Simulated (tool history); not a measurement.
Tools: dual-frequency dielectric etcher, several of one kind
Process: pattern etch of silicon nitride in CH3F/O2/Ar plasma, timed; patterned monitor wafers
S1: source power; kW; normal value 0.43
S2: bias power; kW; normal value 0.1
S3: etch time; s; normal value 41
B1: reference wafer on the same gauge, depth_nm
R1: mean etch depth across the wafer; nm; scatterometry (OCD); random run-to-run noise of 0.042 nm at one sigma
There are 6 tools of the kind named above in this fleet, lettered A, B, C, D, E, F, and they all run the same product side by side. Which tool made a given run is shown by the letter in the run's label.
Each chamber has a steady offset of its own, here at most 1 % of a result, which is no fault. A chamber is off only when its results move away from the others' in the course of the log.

{"run": "1F", "hour": 12.5, "S1": 0.43, "S2": 0.1, "S3": 41, "B1": 35.114, "R1": 33.217}
{"run": "2D", "hour": 22.3, "S1": 0.43, "S2": 0.1, "S3": 41, "B1": 35.108, "R1": 33.315}
{"hour": 28.5, "done": "chamber D: wet clean of the chamber"}
{"run": "3A", "hour": 34.2, "S1": 0.43, "S2": 0.1, "S3": 41, "B1": 35.117, "R1": 33.373}
{"run": "4E", "hour": 44.4, "S1": 0.43, "S2": 0.1, "S3": 41, "B1": 35.121, "R1": 33.13}
{"run": "5B", "hour": 53.3, "S1": 0.43, "S2": 0.119, "S3": 29.5, "B1": 35.123, "R1": 25.47}
{"run": "6C", "hour": 60.0, "S1": 0.43, "S2": 0.119, "S3": 29.5, "B1": 35.124, "R1": 25.491}
{"hour": 67.8, "done": "chamber E: wet clean of the chamber"}
{"run": "7A", "hour": 71.0, "S1": 0.43, "S2": 0.119, "S3": 29.5, "B1": 35.15, "R1": 25.638}
{"run": "8D", "hour": 80.2, "S1": 0.43, "S2": 0.119, "S3": 29.5, "B1": 35.144, "R1": 25.499}
{"hour": 82.7, "done": "chamber F: wet clean of the chamber"}
{"hour": 84.5, "done": "chamber E: bias power generator calibrated"}
{"run": "9E", "hour": 91.7, "S1": 0.43, "S2": 0.119, "S3": 29.5, "B1": 35.146, "R1": 25.471}
{"run": "10B", "hour": 102.3, "S1": 0.43, "S2": 0.119, "S3": 29.5, "B1": 35.157, "R1": 25.494}
{"run": "11C", "hour": 108.2, "S1": 0.43, "S2": 0.122, "S3": 41, "B1": 35.144, "R1": 35.803}
{"run": "12F", "hour": 119.8, "S1": 0.43, "S2": 0.122, "S3": 41, "B1": 35.157, "R1": 35.884}
{"run": "13F", "hour": 127.3, "S1": 0.43, "S2": 0.122, "S3": 41, "B1": 35.159, "R1": 35.811}
{"run": "14A", "hour": 136.6, "S1": 0.43, "S2": 0.122, "S3": 41, "B1": 35.171, "R1": 35.988}
{"run": "15E", "hour": 144.1, "S1": 0.43, "S2": 0.122, "S3": 41, "B1": 35.172, "R1": 35.723}
{"run": "16C", "hour": 152.7, "S1": 0.43, "S2": 0.122, "S3": 41, "B1": 35.165, "R1": 35.936}
{"hour": 162.4, "done": "chamber B: wet clean of the chamber"}
{"run": "17B", "hour": 162.4, "S1": 0.43, "S2": 0.08, "S3": 41, "B1": 35.178, "R1": 30.829}
{"run": "18D", "hour": 168.9, "S1": 0.43, "S2": 0.08, "S3": 41, "B1": 35.179, "R1": 30.742}
{"run": "19F", "hour": 177.3, "S1": 0.43, "S2": 0.08, "S3": 41, "B1": 35.18, "R1": 30.71}
{"run": "20A", "hour": 186.7, "S1": 0.43, "S2": 0.08, "S3": 41, "B1": 35.191, "R1": 30.886}
{"run": "21B", "hour": 192.8, "S1": 0.43, "S2": 0.08, "S3": 41, "B1": 35.202, "R1": 30.828}
{"run": "22E", "hour": 204.6, "S1": 0.43, "S2": 0.08, "S3": 41, "B1": 35.21, "R1": 30.68}
{"run": "23C", "hour": 213.5, "S1": 0.43, "S2": 0.1, "S3": 41, "B1": 35.191, "R1": 33.272}
{"run": "24D", "hour": 219.1, "S1": 0.43, "S2": 0.1, "S3": 41, "B1": 35.202, "R1": 33.345}
{"run": "25C", "hour": 229.7, "S1": 0.43, "S2": 0.121, "S3": 30.5, "B1": 35.201, "R1": 26.532}
{"run": "26F", "hour": 239.9, "S1": 0.43, "S2": 0.121, "S3": 30.5, "B1": 35.209, "R1": 26.666}
{"run": "27B", "hour": 250.9, "S1": 0.43, "S2": 0.121, "S3": 30.5, "B1": 35.214, "R1": 26.682}
{"run": "28E", "hour": 262.5, "S1": 0.43, "S2": 0.121, "S3": 30.5, "B1": 35.217, "R1": 26.544}
{"run": "29D", "hour": 270.6, "S1": 0.43, "S2": 0.121, "S3": 30.5, "B1": 35.234, "R1": 26.62}
{"run": "30A", "hour": 281.2, "S1": 0.43, "S2": 0.121, "S3": 30.5, "B1": 35.224, "R1": 26.647}
{"hour": 288.3, "done": "chamber D: bias power generator calibrated"}
{"run": "31D", "hour": 294.0, "S1": 0.43, "S2": 0.1, "S3": 41, "B1": 35.226, "R1": 33.347}
{"run": "32F", "hour": 305.2, "S1": 0.43, "S2": 0.1, "S3": 41, "B1": 35.241, "R1": 33.335}
{"hour": 309.4, "done": "chamber F: source power generator calibrated"}
{"run": "33A", "hour": 314.6, "S1": 0.43, "S2": 0.1, "S3": 41, "B1": 35.246, "R1": 33.488}
{"run": "34C", "hour": 323.6, "S1": 0.43, "S2": 0.1, "S3": 41, "B1": 35.256, "R1": 33.46}
{"run": "35E", "hour": 335.5, "S1": 0.43, "S2": 0.1, "S3": 41, "B1": 35.25, "R1": 33.222}
{"run": "36B", "hour": 347.9, "S1": 0.43, "S2": 0.1, "S3": 41, "B1": 35.255, "R1": 33.405}
{"run": "37D", "hour": 354.9, "S1": 0.43, "S2": 0.1, "S3": 41, "B1": 35.264, "R1": 33.313}
{"run": "38E", "hour": 363.3, "S1": 0.43, "S2": 0.1, "S3": 41, "B1": 35.254, "R1": 33.345}
{"run": "39A", "hour": 371.4, "S1": 0.43, "S2": 0.1, "S3": 41, "B1": 35.268, "R1": 33.531}
{"run": "40C", "hour": 378.0, "S1": 0.43, "S2": 0.1, "S3": 41, "B1": 35.267, "R1": 33.339}
{"run": "41F", "hour": 385.0, "S1": 0.43, "S2": 0.1, "S3": 41, "B1": 35.266, "R1": 33.373}
{"run": "42B", "hour": 395.7, "S1": 0.43, "S2": 0.1, "S3": 41, "B1": 35.281, "R1": 33.376}
{"run": "43C", "hour": 404.2, "S1": 0.43, "S2": 0.1, "S3": 41, "B1": 35.277, "R1": 33.404}

Which is it: a chamber that has drifted or been left off by a service, a gauge drift common to all chambers, or only each chamber's usual small offset? If a chamber is off, name it and its likeliest cause.

It is the gauge, not a chamber: its drift shows up in every chamber's results at once, and no chamber is off.
What lies behind it: gauge reads high (%) = 0.523.
